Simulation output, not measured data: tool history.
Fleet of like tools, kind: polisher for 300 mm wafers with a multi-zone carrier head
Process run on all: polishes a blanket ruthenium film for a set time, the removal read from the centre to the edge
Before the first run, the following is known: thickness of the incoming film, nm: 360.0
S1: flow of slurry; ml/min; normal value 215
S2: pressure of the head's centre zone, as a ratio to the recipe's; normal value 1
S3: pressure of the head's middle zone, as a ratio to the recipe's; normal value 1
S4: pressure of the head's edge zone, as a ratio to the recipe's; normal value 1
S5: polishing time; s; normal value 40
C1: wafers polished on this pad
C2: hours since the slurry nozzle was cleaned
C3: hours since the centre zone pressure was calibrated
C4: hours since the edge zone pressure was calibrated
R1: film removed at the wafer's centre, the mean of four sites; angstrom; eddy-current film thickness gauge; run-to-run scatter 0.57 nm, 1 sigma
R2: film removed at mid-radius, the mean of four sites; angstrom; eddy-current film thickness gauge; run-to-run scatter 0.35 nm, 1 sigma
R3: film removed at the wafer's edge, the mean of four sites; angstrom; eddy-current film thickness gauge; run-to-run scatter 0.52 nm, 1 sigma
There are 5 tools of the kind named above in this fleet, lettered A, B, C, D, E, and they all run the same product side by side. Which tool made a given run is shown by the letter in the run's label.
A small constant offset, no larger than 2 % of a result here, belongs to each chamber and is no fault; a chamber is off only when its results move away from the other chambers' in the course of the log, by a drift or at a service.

run   hour   S1    S2    S3    S4  S5    C1     C2     C3      C4      R1      R2      R3
 1D    9.8  215     1     1     1  40   105  373.4   11.9  1135.1  490.64  477.01  468.02
      12.1  -- chamber E: worn pad replaced by a new one
 2E   17.4  215     1     1     1  40    41   54.4  874.8   669.9  468.06  479.08  485.76
      22.2  -- chamber B: worn pad replaced by a new one
      24.9  -- chamber A: worn pad replaced by a new one
 3A   25.5  215     1     1     1  40     5  155.2   58.5   571.8  471.89  483.84  481.05
 4B   33.8  215     1     1     1  40    90  295.8  394.5    65.8  479.82  472.44  472.92
 5C   44.5  215     1     1     1  40   563  707.2  305.5  1381.3   485.6  483.62  467.64
      51.2  -- chamber D: slurry nozzle cleaned
 6B   52.6  215     1     1     1  40   237  314.6  413.3    84.6  474.62  472.79  472.05
 7E   58.8  215     1  1.11     1  40   365   95.8  916.2   711.3  468.71     528  482.06
 8D   69.4  215     1  1.11     1  40   570   18.3   71.5  1194.7     469  521.62   474.4
 9A   77.6  215     1  1.11     1  40   411  207.3  110.6   623.9  473.53  532.88  470.81
10C   86.9  215     1  1.11     1  40   894  749.6  347.9  1423.7  495.47  528.52  474.75
      88.6  -- chamber E: centre zone pressure recalibrated
      92.7  -- chamber B: worn pad replaced by a new one
11C   97.7  215     1  1.11     1  40   979  760.4  358.7  1434.5  477.93  529.27  474.82
     101.8  -- chamber E: worn pad replaced by a new one
     103.5  -- chamber C: worn pad replaced by a new one
12E  105.3  215     1     1     1  40    27  142.3   16.7   757.8  465.79  472.92  479.49
     112.2  -- chamber C: edge zone pressure recalibrated
13B  116.2  215     1     1     1  40   183  378.2  476.9   148.2  476.59  476.82   469.4
14D  122.3  215     1     1     1  40   984   71.2  124.4  1247.6  468.01  474.47  475.23
15A  133.7  215     1     1     1  40   849  263.4  166.7     680  470.97  478.43  478.87
16A  144.7  215     1  1.06     1  29   935  274.4  177.7     691  348.44  366.38  347.09
17D  150.5  215     1  1.06     1  29  1204   99.4  152.6  1275.8  344.12  365.81  342.12
18C  160.1  215     1  1.06     1  29   442  822.8  421.1    47.9  350.03  363.83  344.43
     162.3  -- chamber B: worn pad replaced by a new one
     166.5  -- chamber C: slurry nozzle cleaned
19E  166.8  215     1  1.06     1  29   508  203.8   78.2   819.3  344.34  361.13  351.43
20B  172.6  215     1  1.06     1  29    80  434.6  533.3   204.6  344.08  364.05  344.57
21A  178.6  215     1     1     1  40  1200  308.3  211.6   724.9   475.2  477.25  480.16
     179.1  -- chamber A: edge zone pressure recalibrated
     182.9  -- chamber D: worn pad replaced by a new one
22C  184.4  215     1     1     1  40   631     18  445.4    72.2  482.21  482.13   474.7
23E  189.9  215     1     1     1  40   688  226.9  101.3   842.4  470.71  473.57  479.08
     191.6  -- chamber A: worn pad replaced by a new one
24D  196.6  215     1     1     1  40   107  145.5  198.7  1321.9  485.66  483.04   468.8
     198.1  -- chamber E: worn pad replaced by a new one
     201.6  -- chamber E: slurry nozzle cleaned
25B  203.2  215     1     1     1  40   319  465.2  563.9   235.2  470.49  478.49  477.93
26B    209  215     1  0.92     1  46   365    471  569.7     241  531.58  507.88  545.82
     216.5  -- chamber C: worn pad replaced by a new one
27A  219.1  215     1  0.92     1  46   215  348.8  252.1    40.1  550.03  507.55  554.29
28D  224.7  215     1  0.92     1  46   327  173.6  226.8    1350  547.55  506.99  542.77
     225.6  -- chamber B: worn pad replaced by a new one
29E  229.9  215     1  0.92     1  46   248   28.3  141.3   882.4  549.31  506.64  557.33
30C  237.1  215     1  0.92     1  46   161   70.7  498.1   124.9  558.09  515.11  549.98
31A  246.6  215     1     1     1  40   429  376.3  279.6    67.6  471.73  479.99  474.26
     248.3  -- chamber D: edge zone pressure recalibrated
     249.7  -- chamber C: centre zone pressure recalibrated
32B  257.8  215     1     1     1  40   251  519.8  618.5   289.8   454.3  475.37   477.8
33E  265.7  215     1     1     1  40   527   64.1  177.1   918.2  470.93  477.14  466.59
34C  274.7  215     1     1     1  40   454  108.3   25.1   162.5  483.07  477.56  485.75
35D  282.1  215     1     1     1  40   775    231  284.2    33.9   485.3  473.77  470.23
     287.7  -- chamber E: worn pad replaced by a new one
36E  289.3  215     1     1     1  40    13   87.7  200.7   941.8  473.32   478.1  478.17
37C  300.9  215     1     1  0.94  40   659  134.5   51.3   188.7  483.85  478.53  465.72
     301.1  -- chamber B: worn pad replaced by a new one
38A  309.3  215     1     1  0.94  40   919    439  342.3   130.3   473.1  478.78  462.27
39B  314.6  215     1     1  0.94  40   105  576.6  675.3   346.6  450.32  472.23  462.51
40D    321  215     1     1  0.94  40  1079  269.9  323.1    72.8  466.04  478.12  467.69
41A  332.6  215     1     1  0.94  40  1101  462.3  365.6   153.6  473.07  481.37  459.68
42B  341.3  215  1.04     1     1  40   314  603.3    702   373.3  462.37  474.62  469.22
43C  352.5  215  1.04     1     1  40  1062  186.1  102.9   240.3  506.52  479.68  475.47

All chambers now run identical settings, listed one chamber a line with results as question marks. What results will each chamber show?
44A   361  215   1   1   1  51                   ?   ?   ?
44B   361  215   1   1   1  51                   ?   ?   ?
44C   361  215   1   1   1  51                   ?   ?   ?
44D   361  215   1   1   1  51                   ?   ?   ?
44E   361  215   1   1   1  51                   ?   ?   ?

run      R1      R2      R3
44A  600.17  615.32  617.64
44B  552.35  612.13  595.74
44C  615.99  615.31  600.57
44D  610.42  612.19  601.06
44E  605.92  612.38  599.64

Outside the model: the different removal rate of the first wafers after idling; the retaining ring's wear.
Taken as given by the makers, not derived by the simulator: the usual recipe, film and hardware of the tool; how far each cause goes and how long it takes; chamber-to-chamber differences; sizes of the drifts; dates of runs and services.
